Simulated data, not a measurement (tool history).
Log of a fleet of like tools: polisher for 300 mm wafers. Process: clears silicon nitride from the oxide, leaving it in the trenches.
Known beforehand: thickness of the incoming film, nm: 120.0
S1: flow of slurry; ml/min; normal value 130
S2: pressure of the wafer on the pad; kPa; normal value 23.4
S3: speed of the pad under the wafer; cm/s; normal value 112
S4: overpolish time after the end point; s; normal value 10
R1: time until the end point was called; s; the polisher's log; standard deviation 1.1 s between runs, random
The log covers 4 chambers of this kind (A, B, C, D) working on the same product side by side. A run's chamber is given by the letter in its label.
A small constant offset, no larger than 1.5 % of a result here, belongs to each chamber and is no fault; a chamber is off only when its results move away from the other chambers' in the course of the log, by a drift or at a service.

Run 1A, hour 6.0: usual settings. Result: R1 108.42 s.
Run 2B, hour 11.9: usual settings. Result: R1 106.83 s.
Run 3C, hour 16.8: usual settings. Result: R1 106.59 s.
Run 4D, hour 22.1: usual settings. Result: R1 108.45 s.
Run 5B, hour 27.0: usual settings. Result: R1 106.46 s.
Run 6D, hour 30.7: usual settings. Result: R1 106.81 s.
Run 7C, hour 36.7: usual settings. Result: R1 105.50 s.
At hour 39.2: chamber D: worn pad replaced by a new one.
Run 8A, hour 43.4: usual settings. Result: R1 107.69 s.
Run 9A, hour 49.6: usual settings. Result: R1 106.27 s.
Run 10D, hour 55.0: usual settings. Result: R1 106.03 s.
Run 11C, hour 59.8: usual settings. Result: R1 106.89 s.
Run 12B, hour 65.1: usual settings. Result: R1 108.49 s.
Run 13C, hour 68.6: usual settings. Result: R1 106.31 s.
Run 14D, hour 73.5: usual settings. Result: R1 106.33 s.
Run 15A, hour 78.0: usual settings but S4 7 s. Result: R1 108.05 s.
Run 16B, hour 81.7: usual settings but S4 7 s. Result: R1 108.37 s.
At hour 88.3: chamber C: worn pad replaced by a new one.
Run 17D, hour 88.3: usual settings but S4 7 s. Result: R1 105.99 s.
Run 18B, hour 92.7: usual settings but S4 7 s. Result: R1 108.75 s.
At hour 93.5: chamber B: worn pad replaced by a new one.
Run 19A, hour 97.9: usual settings. Result: R1 107.95 s.
Run 20C, hour 102.5: usual settings. Result: R1 108.40 s.
Run 21C, hour 109.3: usual settings but S1 145 ml/min, S2 20.0 kPa. Result: R1 122.07 s.
Run 22A, hour 113.0: usual settings but S1 145 ml/min, S2 20.0 kPa. Result: R1 121.47 s.
At hour 113.1: chamber A: worn pad replaced by a new one.
Run 23B, hour 118.9: usual settings but S1 145 ml/min, S2 20.0 kPa. Result: R1 127.66 s.
Run 24D, hour 123.0: usual settings but S1 145 ml/min, S2 20.0 kPa. Result: R1 122.10 s.
Run 25A, hour 128.7: usual settings. Result: R1 108.13 s.
Run 26C, hour 135.9: usual settings. Result: R1 109.80 s.
Run 27D, hour 143.2: usual settings. Result: R1 106.68 s.
At hour 149.8: chamber A: head pressure recalibrated.
Run 28B, hour 149.9: usual settings but S4 8 s. Result: R1 111.93 s.
Run 29D, hour 153.4: usual settings but S4 8 s. Result: R1 109.04 s.
Run 30B, hour 156.6: usual settings but S4 8 s. Result: R1 112.16 s.
Run 31C, hour 163.2: usual settings but S4 8 s. Result: R1 107.99 s.
Run 32A, hour 168.3: usual settings. Result: R1 108.45 s.
Run 33A, hour 173.1: usual settings. Result: R1 106.01 s.
At hour 173.7: chamber C: worn pad replaced by a new one.
Run 34D, hour 177.8: usual settings. Result: R1 107.45 s.
Run 35C, hour 184.4: usual settings. Result: R1 107.86 s.
Run 36B, hour 188.8: usual settings. Result: R1 115.56 s.
Run 37B, hour 192.4: usual settings. Result: R1 112.49 s.
Run 38A, hour 195.9: usual settings but S4 13 s. Result: R1 108.74 s.
Run 39D, hour 203.2: usual settings but S4 13 s. Result: R1 106.84 s.
Run 40C, hour 207.3: usual settings but S4 13 s. Result: R1 105.17 s.
Run 41C, hour 212.2: usual settings but S4 13 s. Result: R1 109.74 s.
Run 42A, hour 218.8: usual settings. Result: R1 107.58 s.
Run 43B, hour 225.2: usual settings. Result: R1 116.44 s.
Run 44D, hour 228.8: usual settings. Result: R1 108.70 s.

The same settings go to every chamber for the next run, one line per chamber below. Forecast the results for each:
Run 45A, hour 234.1: usual settings but S4 14 s. Result: R1 ?.
Run 45B, hour 234.1: usual settings but S4 14 s. Result: R1 ?.
Run 45C, hour 234.1: usual settings but S4 14 s. Result: R1 ?.
Run 45D, hour 234.1: usual settings but S4 14 s. Result: R1 ?.

run      R1
45A  106.96
45B  115.81
45C  106.46
45D  107.30
